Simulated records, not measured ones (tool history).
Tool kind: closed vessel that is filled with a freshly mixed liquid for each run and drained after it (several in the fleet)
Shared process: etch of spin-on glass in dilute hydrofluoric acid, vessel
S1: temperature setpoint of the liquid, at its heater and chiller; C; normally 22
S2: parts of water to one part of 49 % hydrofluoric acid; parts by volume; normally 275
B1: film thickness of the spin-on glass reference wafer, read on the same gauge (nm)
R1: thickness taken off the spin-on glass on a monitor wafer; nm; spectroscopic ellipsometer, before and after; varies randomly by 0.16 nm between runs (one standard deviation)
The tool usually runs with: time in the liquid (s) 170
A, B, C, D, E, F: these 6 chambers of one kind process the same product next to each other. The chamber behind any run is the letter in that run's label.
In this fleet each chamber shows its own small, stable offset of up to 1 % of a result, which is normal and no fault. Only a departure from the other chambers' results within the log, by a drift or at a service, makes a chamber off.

Run 1D, hour 2.9: usual settings; B1 150. Result: R1 25.878 nm.
Run 2C, hour 6.9: usual settings; B1 150.03. Result: R1 25.796 nm.
Run 3F, hour 13.1: usual settings; B1 149.98. Result: R1 26.304 nm.
Run 4A, hour 19.3: usual settings; B1 150.02. Result: R1 26.266 nm.
Run 5E, hour 24.6: usual settings; B1 150. Result: R1 25.96 nm.
Run 6B, hour 28.2: usual settings; B1 150.02. Result: R1 26.349 nm.
Run 7E, hour 32.4: usual settings; B1 149.98. Result: R1 26.17 nm.
Run 8F, hour 37.2: usual settings but S2 400 parts by volume, time in the liquid (s) 245; B1 149.99. Result: R1 23.392 nm.
Run 9D, hour 41.7: usual settings but S2 400 parts by volume, time in the liquid (s) 245; B1 150. Result: R1 22.921 nm.
Run 10A, hour 45: usual settings but S2 400 parts by volume, time in the liquid (s) 245; B1 150.02. Result: R1 23.025 nm.
Run 11B, hour 50.6: usual settings but S2 400 parts by volume, time in the liquid (s) 245; B1 150. Result: R1 22.739 nm.
Run 12C, hour 55.2: usual settings but S2 400 parts by volume, time in the liquid (s) 245; B1 150.02. Result: R1 23.524 nm.
Run 13E, hour 58.8: usual settings but S2 400 parts by volume, time in the liquid (s) 245; B1 149.98. Result: R1 22.812 nm.
Run 14C, hour 63.8: usual settings; B1 150.03. Result: R1 25.948 nm.
Run 15A, hour 67.3: usual settings; B1 150.02. Result: R1 25.878 nm.
Run 16F, hour 73.7: usual settings; B1 149.97. Result: R1 26.138 nm.
Run 17D, hour 79.6: usual settings; B1 149.99. Result: R1 26.021 nm.
Run 18B, hour 84: usual settings; B1 150.03. Result: R1 26.514 nm.
Run 19E, hour 87.3: usual settings; B1 149.98. Result: R1 26.165 nm.
Run 20F, hour 92.6: usual settings; B1 149.99. Result: R1 25.937 nm.
Run 21D, hour 97.6: usual settings; B1 149.98. Result: R1 25.877 nm.
Run 22B, hour 101.2: usual settings; B1 150.03. Result: R1 26.417 nm.
Run 23C, hour 106.2: usual settings but S1 26.5 C; B1 150. Result: R1 30.811 nm.
Run 24A, hour 110.3: usual settings but S1 26.5 C; B1 149.99. Result: R1 30.408 nm.
Run 25C, hour 114.2: usual settings but S1 26.5 C; B1 150.02. Result: R1 30.478 nm.
Run 26E, hour 119.8: usual settings but S1 26.5 C; B1 149.98. Result: R1 30.498 nm.
Run 27D, hour 124: usual settings but S1 26.5 C; B1 150.03. Result: R1 30.344 nm.
Run 28F, hour 130: usual settings but S1 26.5 C; B1 150.01. Result: R1 30.666 nm.
Run 29B, hour 134.9: usual settings; B1 150. Result: R1 27.175 nm.
Run 30A, hour 139.2: usual settings; B1 149.99. Result: R1 26.252 nm.
Run 31A, hour 144.4: usual settings; B1 150.01. Result: R1 26.127 nm.
Run 32F, hour 149.1: usual settings; B1 150. Result: R1 26.059 nm.
Run 33B, hour 154.3: usual settings; B1 149.97. Result: R1 27.093 nm.
Run 34D, hour 157.4: usual settings but S1 26 C, time in the liquid (s) 250; B1 150. Result: R1 43.514 nm.
At hour 162.2: chamber D: hydrofluoric acid flow meter replaced.
Run 35E, hour 163: usual settings but S1 26 C, time in the liquid (s) 250; B1 149.98. Result: R1 43.63 nm.
Run 36C, hour 168.5: usual settings but S1 26 C, time in the liquid (s) 250; B1 150.01. Result: R1 43.552 nm.
Run 37D, hour 174.9: usual settings but S1 26 C, time in the liquid (s) 250; B1 150.01. Result: R1 43.337 nm.
Run 38A, hour 180.9: usual settings but S1 26 C, time in the liquid (s) 250; B1 149.98. Result: R1 44.126 nm.
Run 39C, hour 184.8: usual settings but S1 26 C, time in the liquid (s) 250; B1 149.98. Result: R1 44.591 nm.
Run 40B, hour 191.3: usual settings; B1 150.01. Result: R1 27.29 nm.
Run 41E, hour 195.8: usual settings but S2 315 parts by volume; B1 149.98. Result: R1 21.805 nm.
Run 42F, hour 202: usual settings but S2 315 parts by volume; B1 149.99. Result: R1 22.223 nm.
Run 43A, hour 207.1: usual settings but S2 315 parts by volume; B1 150.02. Result: R1 21.987 nm.
Run 44F, hour 210.2: usual settings but S2 315 parts by volume; B1 150.01. Result: R1 22.11 nm.

For the next run the whole fleet of 6 chambers uses the same settings. Give each chamber's results:
Run 45A, hour 215: usual settings. Result: R1 ?.
Run 45B, hour 215: usual settings. Result: R1 ?.
Run 45C, hour 215: usual settings. Result: R1 ?.
Run 45D, hour 215: usual settings. Result: R1 ?.
Run 45E, hour 215: usual settings. Result: R1 ?.
Run 45F, hour 215: usual settings. Result: R1 ?.

run      R1
45A  25.791
45B  27.771
45C  26.099
45D  25.907
45E  26.026
45F  26.203

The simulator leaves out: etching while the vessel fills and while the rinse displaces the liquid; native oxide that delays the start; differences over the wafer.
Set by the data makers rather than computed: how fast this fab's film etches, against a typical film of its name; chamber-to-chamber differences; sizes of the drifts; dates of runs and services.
